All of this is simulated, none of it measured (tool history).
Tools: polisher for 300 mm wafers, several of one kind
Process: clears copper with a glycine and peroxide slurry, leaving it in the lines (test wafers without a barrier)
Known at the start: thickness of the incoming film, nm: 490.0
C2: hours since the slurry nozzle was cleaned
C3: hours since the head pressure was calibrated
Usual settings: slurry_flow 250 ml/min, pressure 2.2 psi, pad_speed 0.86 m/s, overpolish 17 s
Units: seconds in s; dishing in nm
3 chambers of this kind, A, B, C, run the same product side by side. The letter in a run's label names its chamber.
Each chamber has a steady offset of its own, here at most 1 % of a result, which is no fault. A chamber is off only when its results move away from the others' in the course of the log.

{"run": "1C", "day": 0.633, "slurry_flow": 250, "pressure": 2.2, "pad_speed": 0.86, "overpolish": 17, "wafers polished on this pad": 985, "C2": 79.3, "C3": 371.5, "seconds": 134.39, "dishing": 43.608}
{"day": 0.892, "done": "chamber C: worn pad replaced by a new one"}
{"run": "2A", "day": 1.104, "slurry_flow": 250, "pressure": 2.2, "pad_speed": 0.86, "overpolish": 17, "wafers polished on this pad": 408, "C2": 219, "C3": 290.2, "seconds": 132.78, "dishing": 43.101}
{"run": "3B", "day": 1.775, "slurry_flow": 250, "pressure": 2.2, "pad_speed": 0.86, "overpolish": 17, "wafers polished on this pad": 469, "C2": 264.9, "C3": 616.5, "seconds": 131, "dishing": 43.96}
{"run": "4B", "day": 2.442, "slurry_flow": 250, "pressure": 2.2, "pad_speed": 0.86, "overpolish": 17, "wafers polished on this pad": 643, "C2": 280.9, "C3": 632.5, "seconds": 133.14, "dishing": 44.416}
{"day": 2.671, "done": "chamber B: worn pad replaced by a new one"}
{"run": "5C", "day": 2.775, "slurry_flow": 215, "pressure": 1.9, "pad_speed": 0.86, "overpolish": 17, "wafers polished on this pad": 492, "C2": 130.7, "C3": 422.9, "seconds": 148.44, "dishing": 38.373}
{"run": "6A", "day": 3.329, "slurry_flow": 215, "pressure": 1.9, "pad_speed": 0.86, "overpolish": 17, "wafers polished on this pad": 990, "C2": 272.4, "C3": 343.6, "seconds": 153.27, "dishing": 39.883}
{"day": 3.525, "done": "chamber A: worn pad replaced by a new one"}
{"run": "7B", "day": 3.7, "slurry_flow": 215, "pressure": 1.9, "pad_speed": 0.86, "overpolish": 17, "wafers polished on this pad": 269, "C2": 311.1, "C3": 662.7, "seconds": 150.25, "dishing": 39.823}
{"run": "8A", "day": 4.238, "slurry_flow": 250, "pressure": 2.2, "pad_speed": 0.86, "overpolish": 17, "wafers polished on this pad": 186, "C2": 294.2, "C3": 365.4, "seconds": 133.31, "dishing": 43.744}
{"day": 4.325, "done": "chamber C: worn pad replaced by a new one"}
{"run": "9C", "day": 4.879, "slurry_flow": 250, "pressure": 2.2, "pad_speed": 0.86, "overpolish": 17, "wafers polished on this pad": 144, "C2": 181.2, "C3": 473.4, "seconds": 129.86, "dishing": 43.111}
{"day": 5.321, "done": "chamber B: worn pad replaced by a new one"}
{"day": 5.429, "done": "chamber A: head pressure recalibrated"}
{"run": "10C", "day": 5.446, "slurry_flow": 250, "pressure": 2.2, "pad_speed": 0.86, "overpolish": 17, "wafers polished on this pad": 293, "C2": 194.8, "C3": 487, "seconds": 130.38, "dishing": 43.721}
{"run": "11B", "day": 5.867, "slurry_flow": 250, "pressure": 2.2, "pad_speed": 0.86, "overpolish": 17, "wafers polished on this pad": 142, "C2": 363.1, "C3": 714.7, "seconds": 135.33, "dishing": 43.083}
{"run": "12A", "day": 6.192, "slurry_flow": 250, "pressure": 2.2, "pad_speed": 0.86, "overpolish": 17, "wafers polished on this pad": 697, "C2": 341.1, "C3": 18.3, "seconds": 136.71, "dishing": 44.103}
{"run": "13B", "day": 6.517, "slurry_flow": 250, "pressure": 2.2, "pad_speed": 0.86, "overpolish": 17, "wafers polished on this pad": 312, "C2": 378.7, "C3": 730.3, "seconds": 131.94, "dishing": 43.395}
{"run": "14C", "day": 6.921, "slurry_flow": 250, "pressure": 2.2, "pad_speed": 0.86, "overpolish": 17, "wafers polished on this pad": 678, "C2": 230.2, "C3": 522.4, "seconds": 128.54, "dishing": 44.117}
{"day": 6.933, "done": "chamber A: worn pad replaced by a new one"}
{"run": "15A", "day": 7.358, "slurry_flow": 250, "pressure": 2.2, "pad_speed": 0.86, "overpolish": 17, "wafers polished on this pad": 111, "C2": 369.1, "C3": 46.3, "seconds": 134.85, "dishing": 44.557}
{"run": "16A", "day": 7.792, "slurry_flow": 250, "pressure": 2.2, "pad_speed": 0.86, "overpolish": 17, "wafers polished on this pad": 224, "C2": 379.5, "C3": 56.7, "seconds": 134.3, "dishing": 44.006}
{"day": 8.033, "done": "chamber B: worn pad replaced by a new one"}
{"day": 8.275, "done": "chamber C: worn pad replaced by a new one"}
{"run": "17C", "day": 8.283, "slurry_flow": 250, "pressure": 2.2, "pad_speed": 0.86, "overpolish": 17, "wafers polished on this pad": 3, "C2": 262.9, "C3": 555.1, "seconds": 131.92, "dishing": 42.86}
{"run": "18B", "day": 8.833, "slurry_flow": 250, "pressure": 2.2, "pad_speed": 0.66, "overpolish": 17, "wafers polished on this pad": 209, "C2": 434.3, "C3": 785.9, "seconds": 159.58, "dishing": 37.078}
{"run": "19A", "day": 9.246, "slurry_flow": 250, "pressure": 2.2, "pad_speed": 0.66, "overpolish": 17, "wafers polished on this pad": 604, "C2": 414.4, "C3": 91.6, "seconds": 161.78, "dishing": 37.379}
{"run": "20B", "day": 9.679, "slurry_flow": 250, "pressure": 2.2, "pad_speed": 0.66, "overpolish": 17, "wafers polished on this pad": 430, "C2": 454.6, "C3": 806.2, "seconds": 160.08, "dishing": 35.95}
{"run": "21C", "day": 10.196, "slurry_flow": 250, "pressure": 2.2, "pad_speed": 0.86, "overpolish": 17, "wafers polished on this pad": 503, "C2": 308.8, "C3": 601, "seconds": 127.61, "dishing": 43.611}
{"day": 10.267, "done": "chamber A: worn pad replaced by a new one"}
{"day": 10.55, "done": "chamber B: worn pad replaced by a new one"}
{"run": "22C", "day": 10.617, "slurry_flow": 250, "pressure": 2.2, "pad_speed": 0.86, "overpolish": 17, "wafers polished on this pad": 613, "C2": 318.9, "C3": 611.1, "seconds": 132.49, "dishing": 43.763}
{"run": "23B", "day": 11.2, "slurry_flow": 250, "pressure": 2.2, "pad_speed": 0.86, "overpolish": 17, "wafers polished on this pad": 170, "C2": 491.1, "C3": 842.7, "seconds": 130.7, "dishing": 44.332}
{"run": "24A", "day": 11.608, "slurry_flow": 190, "pressure": 1.9, "pad_speed": 0.86, "overpolish": 17, "wafers polished on this pad": 350, "C2": 471.1, "C3": 148.3, "seconds": 151.51, "dishing": 39.639}
{"day": 11.621, "done": "chamber C: worn pad replaced by a new one"}
{"run": "25A", "day": 12.296, "slurry_flow": 190, "pressure": 1.9, "pad_speed": 0.86, "overpolish": 17, "wafers polished on this pad": 530, "C2": 487.6, "C3": 164.8, "seconds": 152.07, "dishing": 38.09}
{"run": "26B", "day": 12.962, "slurry_flow": 190, "pressure": 1.9, "pad_speed": 0.86, "overpolish": 17, "wafers polished on this pad": 630, "C2": 533.4, "C3": 885, "seconds": 152.59, "dishing": 38.949}
{"run": "27C", "day": 13.404, "slurry_flow": 250, "pressure": 2.2, "pad_speed": 0.86, "overpolish": 17, "wafers polished on this pad": 466, "C2": 385.8, "C3": 678, "seconds": 127.79, "dishing": 43.137}
{"day": 13.562, "done": "chamber B: worn pad replaced by a new one"}
{"run": "28C", "day": 13.867, "slurry_flow": 250, "pressure": 2.2, "pad_speed": 0.86, "overpolish": 17, "wafers polished on this pad": 587, "C2": 396.9, "C3": 689.1, "seconds": 132.69, "dishing": 42.94}
{"run": "29B", "day": 14.429, "slurry_flow": 250, "pressure": 1.9, "pad_speed": 0.86, "overpolish": 17, "wafers polished on this pad": 226, "C2": 568.6, "C3": 920.2, "seconds": 150.73, "dishing": 40.016}

What goes on in this fleet: one chamber off, a drifting gauge, or nothing beyond the chambers' own small offsets? Name the chamber and the cause, if any.

No chamber stands off beyond its own small offset, and the gauge holds steady.
